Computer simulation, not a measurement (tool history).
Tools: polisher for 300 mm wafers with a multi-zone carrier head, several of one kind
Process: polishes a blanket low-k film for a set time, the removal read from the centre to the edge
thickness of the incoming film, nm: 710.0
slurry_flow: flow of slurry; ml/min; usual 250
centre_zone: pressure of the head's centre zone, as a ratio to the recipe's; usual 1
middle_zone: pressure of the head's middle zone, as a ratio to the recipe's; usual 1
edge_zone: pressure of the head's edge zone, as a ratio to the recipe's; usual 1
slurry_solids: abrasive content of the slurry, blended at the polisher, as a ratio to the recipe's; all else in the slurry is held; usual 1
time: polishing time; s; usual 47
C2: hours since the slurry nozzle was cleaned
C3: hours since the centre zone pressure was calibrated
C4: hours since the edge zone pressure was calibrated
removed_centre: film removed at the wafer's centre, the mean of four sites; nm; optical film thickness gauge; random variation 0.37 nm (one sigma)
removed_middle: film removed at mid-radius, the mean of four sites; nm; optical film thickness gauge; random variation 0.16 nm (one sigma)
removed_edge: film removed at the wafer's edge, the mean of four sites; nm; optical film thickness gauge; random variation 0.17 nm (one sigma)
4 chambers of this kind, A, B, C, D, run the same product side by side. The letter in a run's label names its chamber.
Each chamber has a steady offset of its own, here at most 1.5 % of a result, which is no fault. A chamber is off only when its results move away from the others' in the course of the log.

At day 0.046: chamber A: worn pad replaced by a new one.
Run 1B, day 0.167: usual settings; wafers polished on this pad 517; C2 182; C3 143.5; C4 310.1. Result: removed_centre 26.05 nm, removed_middle 26.058 nm, removed_edge 26.596 nm.
Run 2C, day 0.346: usual settings; wafers polished on this pad 833; C2 318.2; C3 158.1; C4 365.2. Result: removed_centre 25.911 nm, removed_middle 26.415 nm, removed_edge 25.92 nm.
Run 3D, day 0.575: usual settings; wafers polished on this pad 1198; C2 222.8; C3 229.6; C4 235.2. Result: removed_centre 25.837 nm, removed_middle 26.369 nm, removed_edge 26.103 nm.
Run 4A, day 0.767: usual settings; wafers polished on this pad 206; C2 350.5; C3 761.8; C4 257.1. Result: removed_centre 27.043 nm, removed_middle 26.363 nm, removed_edge 26.234 nm.
Run 5C, day 0.925: usual settings; wafers polished on this pad 998; C2 332.1; C3 172; C4 379.1. Result: removed_centre 26.463 nm, removed_middle 26.453 nm, removed_edge 26.2 nm.
Run 6D, day 1.083: usual settings but slurry_flow 170 ml/min; wafers polished on this pad 1343; C2 235; C3 241.8; C4 247.4. Result: removed_centre 25.093 nm, removed_middle 25.267 nm, removed_edge 25.099 nm.
At day 1.312: chamber D: worn pad replaced by a new one.
Run 7B, day 1.375: usual settings but slurry_flow 170 ml/min; wafers polished on this pad 863; C2 211; C3 172.5; C4 339.1. Result: removed_centre 24.895 nm, removed_middle 25.147 nm, removed_edge 25.375 nm.
Run 8A, day 1.646: usual settings but slurry_flow 170 ml/min; wafers polished on this pad 457; C2 371.6; C3 782.9; C4 278.2. Result: removed_centre 24.917 nm, removed_middle 25.188 nm, removed_edge 25.281 nm.
At day 1.696: chamber A: worn pad replaced by a new one.
Run 9B, day 1.792: usual settings but slurry_flow 170 ml/min; wafers polished on this pad 982; C2 221; C3 182.5; C4 349.1. Result: removed_centre 25.598 nm, removed_middle 24.868 nm, removed_edge 25.559 nm.
Run 10C, day 2.046: usual settings; wafers polished on this pad 1319; C2 359; C3 198.9; C4 406. Result: removed_centre 26.244 nm, removed_middle 26.669 nm, removed_edge 26.09 nm.
Run 11A, day 2.321: usual settings; wafers polished on this pad 179; C2 387.8; C3 799.1; C4 294.4. Result: removed_centre 26.763 nm, removed_middle 26.512 nm, removed_edge 26.317 nm.
At day 2.529: chamber B: worn pad replaced by a new one.
Run 12D, day 2.608: usual settings; wafers polished on this pad 370; C2 271.6; C3 278.4; C4 284. Result: removed_centre 26.422 nm, removed_middle 26.337 nm, removed_edge 26.146 nm.
Run 13D, day 2.917: usual settings; wafers polished on this pad 459; C2 279; C3 285.8; C4 291.4. Result: removed_centre 25.758 nm, removed_middle 25.949 nm, removed_edge 26.139 nm.
Run 14A, day 3.179: usual settings but slurry_flow 205 ml/min, centre_zone 0.95; wafers polished on this pad 424; C2 408.4; C3 819.7; C4 315. Result: removed_centre 23.905 nm, removed_middle 25.562 nm, removed_edge 26.093 nm.
Run 15B, day 3.329: usual settings but slurry_flow 205 ml/min, centre_zone 0.95; wafers polished on this pad 228; C2 257.9; C3 219.4; C4 386. Result: removed_centre 24.546 nm, removed_middle 25.389 nm, removed_edge 26.297 nm.
Run 16C, day 3.562: usual settings but slurry_flow 205 ml/min, centre_zone 0.95; wafers polished on this pad 1753; C2 395.4; C3 235.3; C4 442.4. Result: removed_centre 23.009 nm, removed_middle 24.958 nm, removed_edge 24.486 nm.
At day 3.621: chamber A: worn pad replaced by a new one.
Run 17C, day 3.717: usual settings but slurry_flow 205 ml/min, centre_zone 0.95; wafers polished on this pad 1797; C2 399.1; C3 239; C4 446.1. Result: removed_centre 23.273 nm, removed_middle 24.667 nm, removed_edge 24.153 nm.
Run 18D, day 3.888: usual settings; wafers polished on this pad 736; C2 302.3; C3 309.1; C4 314.7. Result: removed_centre 24.941 nm, removed_middle 26.367 nm, removed_edge 26.254 nm.
Run 19A, day 4.088: usual settings; wafers polished on this pad 134; C2 430.2; C3 841.5; C4 336.8. Result: removed_centre 26.398 nm, removed_middle 26.534 nm, removed_edge 26.081 nm.
Run 20B, day 4.396: usual settings; wafers polished on this pad 533; C2 283.5; C3 245; C4 411.6. Result: removed_centre 26.007 nm, removed_middle 26.164 nm, removed_edge 26.619 nm.
Run 21A, day 4.675: usual settings; wafers polished on this pad 302; C2 444.3; C3 855.6; C4 350.9. Result: removed_centre 26.433 nm, removed_middle 26.462 nm, removed_edge 26.083 nm.
Run 22D, day 4.821: usual settings but edge_zone 1.07; wafers polished on this pad 1003; C2 324.7; C3 331.5; C4 337.1. Result: removed_centre 25.68 nm, removed_middle 26.023 nm, removed_edge 26.943 nm.
Run 23C, day 5.012: usual settings but edge_zone 1.07; wafers polished on this pad 2167; C2 430.2; C3 270.1; C4 477.2. Result: removed_centre 24.298 nm, removed_middle 24.077 nm, removed_edge 24.584 nm.
Run 24B, day 5.296: usual settings but edge_zone 1.07; wafers polished on this pad 791; C2 305.1; C3 266.6; C4 433.2. Result: removed_centre 27.029 nm, removed_middle 26.365 nm, removed_edge 26.922 nm.

All 4 chambers run these settings next. Forecast each chamber's results:
Run 25A, day 5.521: usual settings but centre_zone 0.92. Result: removed_centre ?, removed_middle ?, removed_edge ?.
Run 25B, day 5.521: usual settings but centre_zone 0.92. Result: removed_centre ?, removed_middle ?, removed_edge ?.
Run 25C, day 5.521: usual settings but centre_zone 0.92. Result: removed_centre ?, removed_middle ?, removed_edge ?.
Run 25D, day 5.521: usual settings but centre_zone 0.92. Result: removed_centre ?, removed_middle ?, removed_edge ?.

run  removed_centre  removed_middle  removed_edge
25A          24.356          26.599        26.374
25B          23.787          26.115        26.557
25C          22.024          23.587        23.669
25D          23.427           26.11        26.381
